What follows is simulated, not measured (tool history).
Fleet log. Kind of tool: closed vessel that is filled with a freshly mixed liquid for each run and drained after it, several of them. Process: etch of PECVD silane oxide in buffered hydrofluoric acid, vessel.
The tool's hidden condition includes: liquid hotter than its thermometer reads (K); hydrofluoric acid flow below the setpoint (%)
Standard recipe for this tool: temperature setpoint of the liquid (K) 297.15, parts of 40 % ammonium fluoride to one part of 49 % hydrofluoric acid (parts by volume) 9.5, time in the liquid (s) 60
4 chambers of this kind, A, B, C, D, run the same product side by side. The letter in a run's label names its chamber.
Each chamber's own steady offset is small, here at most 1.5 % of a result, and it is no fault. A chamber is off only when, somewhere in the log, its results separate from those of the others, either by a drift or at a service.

| run | day | temperature setpoint of the liquid (K) | parts of 40 % ammonium fluoride to one part of 49 % hydrofluoric acid (parts by volume) | time in the liquid (s) | hours since the thermometer was replaced | hours since the hydrofluoric acid flow meter was replaced | read-back film thickness of the PECVD silane oxide reference wafer, read on the same gauge (nm) | thickness taken off the PECVD silane oxide on a monitor wafer (Å) |
|---|---|---|---|---|---|---|---|---|
|  | 0.121 | chamber A: hydrofluoric acid flow meter replaced |
| 1D | 0.158 | 297.15 | 9.5 | 60 | 1058.4 | 252.4 | 59.995 | 3155.1 |
|  | 0.371 | chamber B: hydrofluoric acid flow meter replaced |
| 2C | 0.371 | 297.15 | 9.5 | 60 | 421 | 406.6 | 60 | 3134.7 |
| 3A | 0.521 | 297.15 | 9.5 | 60 | 1259.9 | 9.6 | 59.991 | 3205.7 |
| 4B | 0.738 | 297.15 | 9.5 | 60 | 346.4 | 8.9 | 59.993 | 3119.8 |
| 5C | 0.946 | 297.15 | 9.5 | 60 | 434.8 | 420.4 | 59.993 | 3130 |
| 6D | 1.108 | 297.15 | 9.5 | 60 | 1081.2 | 275.2 | 59.978 | 3135.8 |
| 7B | 1.312 | 297.15 | 9.5 | 60 | 360.2 | 22.7 | 59.98 | 3077.4 |
| 8A | 1.512 | 297.15 | 9.5 | 60 | 1283.7 | 33.4 | 60.004 | 3156 |
| 9D | 1.612 | 297.15 | 9.5 | 60 | 1093.3 | 287.3 | 59.996 | 3130 |
| 10C | 1.717 | 297.15 | 9.5 | 60 | 453.3 | 438.9 | 60.003 | 3119.1 |
| 11B | 1.883 | 297.15 | 6 | 60 | 373.9 | 36.4 | 60.02 | 4796.1 |
| 12A | 2.088 | 297.15 | 6 | 60 | 1297.5 | 47.2 | 60.003 | 4920.5 |
| 13C | 2.2 | 297.15 | 6 | 60 | 464.9 | 450.5 | 59.997 | 4787.1 |
| 14B | 2.371 | 297.15 | 6 | 60 | 385.6 | 48.1 | 60.035 | 4872.4 |
| 15D | 2.592 | 297.15 | 9.5 | 60 | 1116.8 | 310.8 | 60.007 | 3151.2 |
| 16A | 2.792 | 297.15 | 9.5 | 60 | 1314.4 | 64.1 | 60.023 | 3187.8 |
| 17D | 3.008 | 297.15 | 9.5 | 60 | 1126.8 | 320.8 | 60.011 | 3136.6 |
| 18B | 3.212 | 297.15 | 9.5 | 75 | 405.8 | 68.3 | 60.005 | 4078.2 |
| 19A | 3.312 | 297.15 | 9.5 | 75 | 1326.9 | 76.6 | 60.02 | 4031.5 |
| 20C | 3.467 | 297.15 | 9.5 | 75 | 495.3 | 480.9 | 59.99 | 3928.8 |
| 21C | 3.646 | 297.15 | 9.5 | 75 | 499.6 | 485.2 | 60.022 | 3912.1 |
| 22A | 3.821 | 297.15 | 9.5 | 60 | 1339.1 | 88.8 | 60.006 | 3234.1 |
| 23B | 4.017 | 297.15 | 9.5 | 60 | 425.1 | 87.6 | 59.996 | 3339.7 |
| 24D | 4.188 | 297.15 | 9.5 | 60 | 1155.1 | 349.1 | 60.003 | 3155.7 |

Next, all 4 chambers run the settings below, one line each with question marks for the results. What does each chamber give?
| 25A | 4.346 | 297.15 | 7.5 | 60 |  |  |  | ? |
| 25B | 4.346 | 297.15 | 7.5 | 60 |  |  |  | ? |
| 25C | 4.346 | 297.15 | 7.5 | 60 |  |  |  | ? |
| 25D | 4.346 | 297.15 | 7.5 | 60 |  |  |  | ? |

| run | thickness taken off the PECVD silane oxide on a monitor wafer (Å) |
|---|---|
| 25A | 4023.5 |
| 25B | 4215.7 |
| 25C | 3943.2 |
| 25D | 3964.7 |

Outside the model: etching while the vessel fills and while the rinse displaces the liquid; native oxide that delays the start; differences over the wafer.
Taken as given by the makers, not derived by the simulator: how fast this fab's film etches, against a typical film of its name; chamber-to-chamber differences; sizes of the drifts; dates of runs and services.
